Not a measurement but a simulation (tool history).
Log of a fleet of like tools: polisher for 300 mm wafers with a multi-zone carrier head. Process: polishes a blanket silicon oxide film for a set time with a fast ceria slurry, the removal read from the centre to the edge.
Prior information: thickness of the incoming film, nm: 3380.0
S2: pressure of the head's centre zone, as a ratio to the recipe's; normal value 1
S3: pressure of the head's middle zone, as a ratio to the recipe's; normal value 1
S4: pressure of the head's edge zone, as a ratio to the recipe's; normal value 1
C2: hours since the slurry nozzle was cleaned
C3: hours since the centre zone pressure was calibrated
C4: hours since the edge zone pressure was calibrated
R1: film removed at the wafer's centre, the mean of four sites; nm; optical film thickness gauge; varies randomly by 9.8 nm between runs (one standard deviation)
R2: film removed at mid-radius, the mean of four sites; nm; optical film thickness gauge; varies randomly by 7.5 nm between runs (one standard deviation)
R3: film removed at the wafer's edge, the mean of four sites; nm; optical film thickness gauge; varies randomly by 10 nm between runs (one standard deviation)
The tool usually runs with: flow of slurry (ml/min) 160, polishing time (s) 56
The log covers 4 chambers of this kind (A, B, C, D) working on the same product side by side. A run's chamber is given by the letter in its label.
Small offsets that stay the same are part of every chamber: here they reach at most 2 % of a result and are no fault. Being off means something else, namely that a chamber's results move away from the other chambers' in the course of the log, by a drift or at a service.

Run 1D, hour 4.6: usual settings; wafers polished on this pad 1039; C2 210.1; C3 381.3; C4 371.4. Result: R1 688.47 nm, R2 696.58 nm, R3 685.48 nm.
Run 2B, hour 10.7: usual settings; wafers polished on this pad 1319; C2 244.2; C3 92.6; C4 277. Result: R1 667.24 nm, R2 681.06 nm, R3 684.68 nm.
At hour 11.6: chamber C: slurry nozzle cleaned.
At hour 12.5: chamber D: worn pad replaced by a new one.
Run 3C, hour 20.3: usual settings; wafers polished on this pad 419; C2 8.7; C3 281.2; C4 595.8. Result: R1 693.89 nm, R2 684.3 nm, R3 675.38 nm.
At hour 26.6: chamber C: worn pad replaced by a new one.
Run 4A, hour 27.5: usual settings; wafers polished on this pad 457; C2 277.2; C3 816.3; C4 566.2. Result: R1 672.8 nm, R2 680 nm, R3 675.95 nm.
At hour 31.9: chamber D: centre zone pressure recalibrated.
Run 5D, hour 37.6: usual settings; wafers polished on this pad 231; C2 243.1; C3 5.7; C4 404.4. Result: R1 683.53 nm, R2 679.5 nm, R3 695.28 nm.
Run 6B, hour 45.2: usual settings but S2 0.89; wafers polished on this pad 1637; C2 278.7; C3 127.1; C4 311.5. Result: R1 598.5 nm, R2 684.88 nm, R3 711.3 nm.
At hour 49.6: chamber B: worn pad replaced by a new one.
Run 7A, hour 54.1: usual settings but S2 0.89; wafers polished on this pad 702; C2 303.8; C3 842.9; C4 592.8. Result: R1 602.72 nm, R2 683.85 nm, R3 679.29 nm.
Run 8C, hour 62.6: usual settings but S2 0.89; wafers polished on this pad 331; C2 51; C3 323.5; C4 638.1. Result: R1 606.39 nm, R2 685.78 nm, R3 683.31 nm.
At hour 64.5: chamber A: centre zone pressure recalibrated.
At hour 69.2: chamber A: worn pad replaced by a new one.
Run 9C, hour 70.6: usual settings but S2 0.89; wafers polished on this pad 405; C2 59; C3 331.5; C4 646.1. Result: R1 610.19 nm, R2 669.44 nm, R3 667.69 nm.
Run 10A, hour 75.3: usual settings; wafers polished on this pad 56; C2 325; C3 10.9; C4 614. Result: R1 685.75 nm, R2 675.7 nm, R3 707.34 nm.
At hour 80.2: chamber C: worn pad replaced by a new one.
Run 11B, hour 80.3: usual settings; wafers polished on this pad 283; C2 313.8; C3 162.2; C4 346.6. Result: R1 692.04 nm, R2 669.12 nm, R3 692.62 nm.
Run 12D, hour 87.8: usual settings but flow of slurry (ml/min) 135, S3 1.1; wafers polished on this pad 692; C2 293.3; C3 55.9; C4 454.6. Result: R1 665.2 nm, R2 725.06 nm, R3 642.12 nm.
Run 13D, hour 95.4: usual settings but flow of slurry (ml/min) 135, S3 1.1; wafers polished on this pad 762; C2 300.9; C3 63.5; C4 462.2. Result: R1 655.81 nm, R2 730.67 nm, R3 662.63 nm.
Run 14B, hour 101.6: usual settings but flow of slurry (ml/min) 135, S3 1.1; wafers polished on this pad 479; C2 335.1; C3 183.5; C4 367.9. Result: R1 671.93 nm, R2 712.04 nm, R3 681.14 nm.
Run 15C, hour 110.4: usual settings but flow of slurry (ml/min) 135, S3 1.1; wafers polished on this pad 277; C2 98.8; C3 371.3; C4 685.9. Result: R1 671.04 nm, R2 728.45 nm, R3 664.34 nm.
Run 16A, hour 117.4: usual settings but S3 1.1; wafers polished on this pad 443; C2 367.1; C3 53; C4 656.1. Result: R1 665.58 nm, R2 751.55 nm, R3 684.12 nm.
Run 17D, hour 123.6: usual settings but S3 1.1; wafers polished on this pad 1021; C2 329.1; C3 91.7; C4 490.4. Result: R1 668.53 nm, R2 753.16 nm, R3 671.39 nm.
Run 18A, hour 133.1: usual settings but S3 1.1; wafers polished on this pad 587; C2 382.8; C3 68.7; C4 671.8. Result: R1 696.83 nm, R2 739.59 nm, R3 667.71 nm.
At hour 138.1: chamber A: edge zone pressure recalibrated.
At hour 141.7: chamber C: worn pad replaced by a new one.
Run 19B, hour 142.7: usual settings but S3 1.1; wafers polished on this pad 856; C2 376.2; C3 224.6; C4 409. Result: R1 668.91 nm, R2 741.55 nm, R3 701.95 nm.
At hour 148.2: chamber A: worn pad replaced by a new one.
At hour 149.6: chamber D: worn pad replaced by a new one.
Run 20C, hour 152.2: usual settings; wafers polished on this pad 97; C2 140.6; C3 413.1; C4 727.7. Result: R1 680.76 nm, R2 665.49 nm, R3 684.9 nm.
Run 21A, hour 159: usual settings; wafers polished on this pad 99; C2 408.7; C3 94.6; C4 20.9. Result: R1 693.92 nm, R2 679.95 nm, R3 673.78 nm.
Run 22D, hour 166.8: usual settings; wafers polished on this pad 158; C2 372.3; C3 134.9; C4 533.6. Result: R1 682.17 nm, R2 676.41 nm, R3 679.49 nm.
Run 23C, hour 177.1: usual settings; wafers polished on this pad 325; C2 165.5; C3 438; C4 752.6. Result: R1 671.25 nm, R2 680.72 nm, R3 684.35 nm.
Run 24B, hour 186.6: usual settings; wafers polished on this pad 1260; C2 420.1; C3 268.5; C4 452.9. Result: R1 669.51 nm, R2 656.39 nm, R3 676.19 nm.
Run 25A, hour 195.2: usual settings but polishing time (s) 69; wafers polished on this pad 432; C2 444.9; C3 130.8; C4 57.1. Result: R1 842.43 nm, R2 830.67 nm, R3 868.52 nm.
At hour 198.2: chamber C: worn pad replaced by a new one.
Run 26B, hour 204.2: usual settings but polishing time (s) 69; wafers polished on this pad 1422; C2 437.7; C3 286.1; C4 470.5. Result: R1 807.12 nm, R2 816.32 nm, R3 831.26 nm.
At hour 206.3: chamber C: edge zone pressure recalibrated.
Run 27D, hour 210.8: usual settings but polishing time (s) 69; wafers polished on this pad 563; C2 416.3; C3 178.9; C4 577.6. Result: R1 828.67 nm, R2 840.67 nm, R3 852.65 nm.
Run 28C, hour 219.9: usual settings but polishing time (s) 69; wafers polished on this pad 200; C2 208.3; C3 480.8; C4 13.6. Result: R1 843.53 nm, R2 844.18 nm, R3 829.25 nm.
Run 29D, hour 224.9: usual settings; wafers polished on this pad 692; C2 430.4; C3 193; C4 591.7. Result: R1 682.21 nm, R2 686.86 nm, R3 670.81 nm.
At hour 225.5: chamber B: worn pad replaced by a new one.
At hour 229.8: chamber A: worn pad replaced by a new one.
Run 30B, hour 229.8: usual settings; wafers polished on this pad 39; C2 463.3; C3 311.7; C4 496.1. Result: R1 628.87 nm, R2 654.58 nm, R3 679.83 nm.
Run 31A, hour 237.3: usual settings; wafers polished on this pad 69; C2 487; C3 172.9; C4 99.2. Result: R1 691.92 nm, R2 674.85 nm, R3 691.67 nm.
Run 32C, hour 244.1: usual settings; wafers polished on this pad 422; C2 232.5; C3 505; C4 37.8. Result: R1 692.22 nm, R2 677.32 nm, R3 688.33 nm.
Run 33D, hour 249.7: usual settings; wafers polished on this pad 920; C2 455.2; C3 217.8; C4 616.5. Result: R1 667.57 nm, R2 683.35 nm, R3 684.67 nm.
At hour 250.3: chamber C: worn pad replaced by a new one.
Run 34B, hour 258.4: usual settings; wafers polished on this pad 302; C2 491.9; C3 340.3; C4 524.7. Result: R1 621.23 nm, R2 637.05 nm, R3 678.84 nm.
At hour 259.1: chamber A: slurry nozzle cleaned.
Run 35C, hour 267: usual settings; wafers polished on this pad 154; C2 255.4; C3 527.9; C4 60.7. Result: R1 688.38 nm, R2 688.02 nm, R3 682.6 nm.
Run 36A, hour 274.3: usual settings but flow of slurry (ml/min) 195, S3 1.12; wafers polished on this pad 409; C2 15.2; C3 209.9; C4 136.2. Result: R1 711.7 nm, R2 775.92 nm, R3 690.23 nm.
Run 37B, hour 280.8: usual settings but flow of slurry (ml/min) 195, S3 1.12; wafers polished on this pad 508; C2 514.3; C3 362.7; C4 547.1. Result: R1 647.99 nm, R2 730.9 nm, R3 686.73 nm.
Run 38D, hour 288.6: usual settings but flow of slurry (ml/min) 195, S3 1.12; wafers polished on this pad 1278; C2 494.1; C3 256.7; C4 655.4. Result: R1 704.69 nm, R2 770.72 nm, R3 689.47 nm.

Is one chamber off against the others, does the gauge drift, or is nothing wrong? If a chamber is off, say which, and what the likeliest cause is.

Chamber B drifts away from the others.
Cause: slurry flow missing at the pad, % = 35.6.

Which of the 4 candidates below, each the usual settings with something changed and its results left as question marks, puts chamber B back in line with what the other chambers give on the usual settings?
Counts as in line when no further than this from what the other chambers average on the usual settings: R1 34 nm; R2 26 nm; R3 35 nm
Run 39B-1, hour 296: usual settings but flow of slurry (ml/min) 165, S2 1.01, S3 1.01, S4 0.99, polishing time (s) 57. Result: R1 ?, R2 ?, R3 ?.
Run 39B-2, hour 296: usual settings but flow of slurry (ml/min) 150, S2 0.97, S3 0.97, S4 1.03, polishing time (s) 53. Result: R1 ?, R2 ?, R3 ?.
Run 39B-3, hour 296: usual settings but flow of slurry (ml/min) 155, S2 0.99, S3 0.99, S4 1.01, polishing time (s) 55. Result: R1 ?, R2 ?, R3 ?.
Run 39B-4, hour 296: usual settings but flow of slurry (ml/min) 170, S2 1.03, S3 1.03, S4 0.97, polishing time (s) 59. Result: R1 ?, R2 ?, R3 ?.

The other chambers' mean on the usual settings: R1 681.96 nm; R2 681.18 nm; R3 680.83 nm
  run      R1      R2      R3
39B-1  637.72  641.53  658.12
39B-2  550.88  560.31  614.52
39B-3  590.69   597.8  634.77
39B-4  680.22  681.22  677.27
With 39B-4, the chamber falls back in line with the rest.
